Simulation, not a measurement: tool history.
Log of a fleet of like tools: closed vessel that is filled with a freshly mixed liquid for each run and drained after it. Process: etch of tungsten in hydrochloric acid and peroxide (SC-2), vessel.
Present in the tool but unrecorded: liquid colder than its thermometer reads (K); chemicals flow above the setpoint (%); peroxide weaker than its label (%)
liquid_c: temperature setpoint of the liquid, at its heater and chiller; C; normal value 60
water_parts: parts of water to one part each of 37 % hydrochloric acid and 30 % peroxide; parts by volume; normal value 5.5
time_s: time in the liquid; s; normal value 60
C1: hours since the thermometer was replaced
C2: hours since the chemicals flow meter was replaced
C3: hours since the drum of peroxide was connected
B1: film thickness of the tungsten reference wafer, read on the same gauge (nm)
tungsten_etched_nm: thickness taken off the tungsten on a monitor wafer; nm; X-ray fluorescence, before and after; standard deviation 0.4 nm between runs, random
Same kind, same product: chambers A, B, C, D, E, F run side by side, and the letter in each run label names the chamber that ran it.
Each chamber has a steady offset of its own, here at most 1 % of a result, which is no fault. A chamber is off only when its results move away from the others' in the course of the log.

-- hour=0.9 chamber F: thermometer replaced
run 1F hour=6.4 | liquid_c=60 water_parts=5.5 time_s=60 | C1=5.6 C2=85.8 C3=171.9 | B1=150 | tungsten_etched_nm=46.143
run 2B hour=16 | liquid_c=60 water_parts=5.5 time_s=60 | C1=357.6 C2=1035.3 C3=93.7 | B1=149.99 | tungsten_etched_nm=45.026
run 3A hour=22.6 | liquid_c=60 water_parts=5.5 time_s=60 | C1=886 C2=1732.9 C3=799.2 | B1=150 | tungsten_etched_nm=45.55
run 4E hour=31.1 | liquid_c=60 water_parts=5.5 time_s=60 | C1=1634.1 C2=291.7 C3=598.9 | B1=150 | tungsten_etched_nm=45.642
run 5C hour=38.6 | liquid_c=60 water_parts=5.5 time_s=60 | C1=1150.1 C2=1397.1 C3=892 | B1=150.01 | tungsten_etched_nm=46.215
-- hour=40.8 chamber A: chemicals flow meter replaced
run 6D hour=45.2 | liquid_c=63.5 water_parts=5.5 time_s=40 | C1=778.6 C2=1077.9 C3=1403.3 | B1=150 | tungsten_etched_nm=37.286
run 7A hour=56.5 | liquid_c=63.5 water_parts=5.5 time_s=40 | C1=919.9 C2=15.8 C3=833.1 | B1=150 | tungsten_etched_nm=37.16
run 8D hour=62.8 | liquid_c=63.5 water_parts=5.5 time_s=40 | C1=796.2 C2=1095.5 C3=1420.9 | B1=150 | tungsten_etched_nm=37.268
run 9C hour=72.9 | liquid_c=63.5 water_parts=5.5 time_s=40 | C1=1184.4 C2=1431.4 C3=926.3 | B1=150 | tungsten_etched_nm=38.117
run 10F hour=83.4 | liquid_c=63.5 water_parts=5.5 time_s=40 | C1=82.6 C2=162.8 C3=248.9 | B1=150 | tungsten_etched_nm=37.729
run 11E hour=93.3 | liquid_c=63.5 water_parts=5.5 time_s=40 | C1=1696.3 C2=353.9 C3=661.1 | B1=149.99 | tungsten_etched_nm=37.319
run 12B hour=105.9 | liquid_c=60 water_parts=5.5 time_s=60 | C1=447.5 C2=1125.2 C3=183.6 | B1=150 | tungsten_etched_nm=45.504
run 13A hour=117.4 | liquid_c=60 water_parts=5.5 time_s=60 | C1=980.8 C2=76.7 C3=894 | B1=150 | tungsten_etched_nm=44.381
run 14E hour=127.1 | liquid_c=60 water_parts=4 time_s=60 | C1=1730.1 C2=387.7 C3=694.9 | B1=150.01 | tungsten_etched_nm=57.329
run 15B hour=138.8 | liquid_c=60 water_parts=4 time_s=60 | C1=480.4 C2=1158.1 C3=216.5 | B1=149.99 | tungsten_etched_nm=55.481
run 16C hour=151.4 | liquid_c=60 water_parts=4 time_s=60 | C1=1262.9 C2=1509.9 C3=1004.8 | B1=149.99 | tungsten_etched_nm=56.691
-- hour=157.8 chamber E: thermometer replaced
run 17F hour=161.6 | liquid_c=60 water_parts=4 time_s=60 | C1=160.8 C2=241 C3=327.1 | B1=150 | tungsten_etched_nm=55.986
run 18D hour=170.2 | liquid_c=60 water_parts=4 time_s=60 | C1=903.6 C2=1202.9 C3=1528.3 | B1=150 | tungsten_etched_nm=57.381
run 19E hour=177.2 | liquid_c=60 water_parts=4 time_s=60 | C1=19.4 C2=437.8 C3=745 | B1=150 | tungsten_etched_nm=57.358
run 20F hour=183.7 | liquid_c=60 water_parts=5.5 time_s=60 | C1=182.9 C2=263.1 C3=349.2 | B1=149.99 | tungsten_etched_nm=45.223
-- hour=186.6 chamber B: chemicals flow meter replaced
run 21B hour=195.3 | liquid_c=60 water_parts=5.5 time_s=60 | C1=536.9 C2=8.7 C3=273 | B1=150 | tungsten_etched_nm=45.006
run 22C hour=201.4 | liquid_c=60 water_parts=5.5 time_s=60 | C1=1312.9 C2=1559.9 C3=1054.8 | B1=150 | tungsten_etched_nm=45.645
-- hour=203.2 chamber D: new drum of peroxide connected
run 23A hour=214.1 | liquid_c=60 water_parts=5.5 time_s=60 | C1=1077.5 C2=173.4 C3=990.7 | B1=150.01 | tungsten_etched_nm=45.384
run 24D hour=227 | liquid_c=60 water_parts=5.5 time_s=60 | C1=960.4 C2=1259.7 C3=23.9 | B1=150 | tungsten_etched_nm=45.199
run 25A hour=238.3 | liquid_c=60 water_parts=5.5 time_s=60 | C1=1101.7 C2=197.6 C3=1014.9 | B1=149.98 | tungsten_etched_nm=44.997
-- hour=240.1 chamber D: thermometer replaced
run 26B hour=250.5 | liquid_c=60 water_parts=5.5 time_s=60 | C1=592.1 C2=63.9 C3=328.2 | B1=150.01 | tungsten_etched_nm=45.436
run 27E hour=264.6 | liquid_c=60 water_parts=5.5 time_s=60 | C1=106.8 C2=525.2 C3=832.4 | B1=150.01 | tungsten_etched_nm=45.328
-- hour=267.7 chamber B: new drum of peroxide connected
run 28C hour=273.2 | liquid_c=60 water_parts=5.5 time_s=60 | C1=1384.7 C2=1631.7 C3=1126.6 | B1=149.97 | tungsten_etched_nm=44.326
run 29F hour=281.7 | liquid_c=60 water_parts=5.5 time_s=60 | C1=280.9 C2=361.1 C3=447.2 | B1=150.01 | tungsten_etched_nm=45.267
-- hour=292.9 chamber C: new drum of peroxide connected
run 30D hour=294.7 | liquid_c=60 water_parts=4 time_s=60 | C1=54.7 C2=1327.4 C3=91.6 | B1=149.98 | tungsten_etched_nm=56.479
run 31D hour=305.2 | liquid_c=60 water_parts=4 time_s=60 | C1=65.2 C2=1337.9 C3=102.1 | B1=149.98 | tungsten_etched_nm=56.787
run 32B hour=318.9 | liquid_c=60 water_parts=4 time_s=60 | C1=660.5 C2=132.3 C3=51.2 | B1=149.99 | tungsten_etched_nm=56.802
run 33F hour=325.1 | liquid_c=60 water_parts=4 time_s=60 | C1=324.3 C2=404.5 C3=490.6 | B1=150 | tungsten_etched_nm=55.988
run 34A hour=331.3 | liquid_c=60 water_parts=4 time_s=60 | C1=1194.7 C2=290.6 C3=1107.9 | B1=150.02 | tungsten_etched_nm=56.073
run 35C hour=343.3 | liquid_c=60 water_parts=4 time_s=60 | C1=1454.8 C2=1701.8 C3=50.4 | B1=149.99 | tungsten_etched_nm=55.044
run 36E hour=349.5 | liquid_c=60 water_parts=7.5 time_s=60 | C1=191.7 C2=610.1 C3=917.3 | B1=149.99 | tungsten_etched_nm=35.729
run 37E hour=359.2 | liquid_c=60 water_parts=7.5 time_s=60 | C1=201.4 C2=619.8 C3=927 | B1=150.01 | tungsten_etched_nm=35.478

Is one chamber out of step, is the gauge drifting, or do the chambers differ by no more than their own small offsets? For an off chamber, give its letter and the likeliest cause.

Little by little, chamber C moves away from the other chambers.
What lies behind it: liquid colder than its thermometer reads (K) = 0.8.
With only this log, it may be confused with: chemicals flow below the setpoint (%).

Below are 4 candidate recipes for chamber C's next run, each the usual settings with a change, their results shown as question marks. Which of them brings C's results back in line with what the other chambers give on the usual settings?
Allowed miss from the other chambers' usual-settings mean, per result, to count as in line: tungsten_etched_nm 1.4 nm
run 38C-1 hour=369.4 | liquid_c=61.5 water_parts=5.5 time_s=60 | tungsten_etched_nm=?
run 38C-2 hour=369.4 | liquid_c=60 water_parts=5.5 time_s=55 | tungsten_etched_nm=?
run 38C-3 hour=369.4 | liquid_c=59.5 water_parts=5.5 time_s=60 | tungsten_etched_nm=?
run 38C-4 hour=369.4 | liquid_c=60.5 water_parts=5.5 time_s=60 | tungsten_etched_nm=?

Other chambers, usual settings, mean: tungsten_etched_nm 45.354 nm
run=38C-1 tungsten_etched_nm=47.694
run=38C-2 tungsten_etched_nm=39.742
run=38C-3 tungsten_etched_nm=41.981
run=38C-4 tungsten_etched_nm=44.769
Change 38C-4 lands the chamber within the allowed miss of the other chambers.
